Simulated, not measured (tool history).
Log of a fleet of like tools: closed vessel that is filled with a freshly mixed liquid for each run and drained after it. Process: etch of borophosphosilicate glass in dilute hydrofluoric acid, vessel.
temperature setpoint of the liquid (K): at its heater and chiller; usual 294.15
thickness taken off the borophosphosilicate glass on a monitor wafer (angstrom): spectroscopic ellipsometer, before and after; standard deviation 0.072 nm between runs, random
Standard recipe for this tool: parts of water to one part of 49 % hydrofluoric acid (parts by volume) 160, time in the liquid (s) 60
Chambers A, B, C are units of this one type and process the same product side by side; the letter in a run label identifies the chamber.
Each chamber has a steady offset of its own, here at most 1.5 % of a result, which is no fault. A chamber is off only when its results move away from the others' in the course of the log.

run   hour  temperature setpoint of the liquid (K)  parts of water to one part of 49 % hydrofluoric acid (parts by volume)  time in the liquid (s)  read-back film thickness of the borophosphosilicate glass reference wafer, read on the same gauge (nm)  thickness taken off the borophosphosilicate glass on a monitor wafer (angstrom)
 1A   12.9                                  294.15                                                                     160                      60                                                                                                  69.987                                                                           149.34
 2B   23.4                                  294.15                                                                     160                      60                                                                                                  69.989                                                                           147.62
 3C   37.1                                  294.15                                                                     160                      60                                                                                                  69.987                                                                           147.54
 4A   43.8                                  294.15                                                                     160                      60                                                                                                  69.985                                                                           150.15
 5B   56.6                                  294.15                                                                     160                      60                                                                                                  70.014                                                                           146.93
 6C   63.1                                  294.15                                                                     160                      60                                                                                                   69.99                                                                           147.93
 7A   77.6                                  294.15                                                                     195                      60                                                                                                  69.977                                                                           117.39
 8C   91.9                                  294.15                                                                     195                      60                                                                                                  69.996                                                                           116.36
 9B  106.7                                  294.15                                                                     195                      60                                                                                                  69.979                                                                           116.77
10B  113.1                                  294.15                                                                     160                      60                                                                                                  70.062                                                                           147.19
11A  119.5                                  294.15                                                                     160                      60                                                                                                  69.999                                                                           149.32
12C  130.5                                  294.15                                                                     160                      60                                                                                                  70.021                                                                            146.6
13C  138.5                                  294.15                                                                     160                      60                                                                                                  70.006                                                                           146.57
14B  152.3                                  294.15                                                                     160                      60                                                                                                  69.935                                                                           147.85
15A  163.8                                  294.15                                                                     160                      60                                                                                                   70.01                                                                           149.16
16C  175.4                                  294.15                                                                     160                      80                                                                                                  69.975                                                                           191.69
17A  185.5                                  294.15                                                                     160                      80                                                                                                  69.979                                                                           199.13
18B  191.9                                  294.15                                                                     160                      80                                                                                                  69.993                                                                           197.06
19B  199.3                                  294.15                                                                     160                      60                                                                                                  69.999                                                                            147.8
20C    214                                  294.15                                                                     160                      60                                                                                                   69.99                                                                           142.93
21A  222.7                                  294.15                                                                     160                      60                                                                                                  70.045                                                                           150.98
22B  235.2                                  294.15                                                                     160                      60                                                                                                  69.991                                                                           146.82
23C  241.6                                  294.15                                                                     160                      60                                                                                                  69.985                                                                           141.03
24A  252.7                                  294.15                                                                     160                      60                                                                                                  70.021                                                                           149.76
25A  266.9                                  294.15                                                                     160                      60                                                                                                  69.977                                                                           148.35
26C    278                                  294.15                                                                     160                      60                                                                                                  70.006                                                                            140.4
27B  286.4                                  294.15                                                                     160                      90                                                                                                  70.024                                                                           222.78

All 3 chambers run these settings next. Forecast each chamber's results:
28A   297                                  294.15                                                                     160                      75                                                                                                                                                                                        ?
28B   297                                  294.15                                                                     160                      75                                                                                                                                                                                        ?
28C   297                                  294.15                                                                     160                      75                                                                                                                                                                                        ?

run  thickness taken off the borophosphosilicate glass on a monitor wafer (angstrom)
28A                                                                           188.48
28B                                                                           185.49
28C                                                                           174.28

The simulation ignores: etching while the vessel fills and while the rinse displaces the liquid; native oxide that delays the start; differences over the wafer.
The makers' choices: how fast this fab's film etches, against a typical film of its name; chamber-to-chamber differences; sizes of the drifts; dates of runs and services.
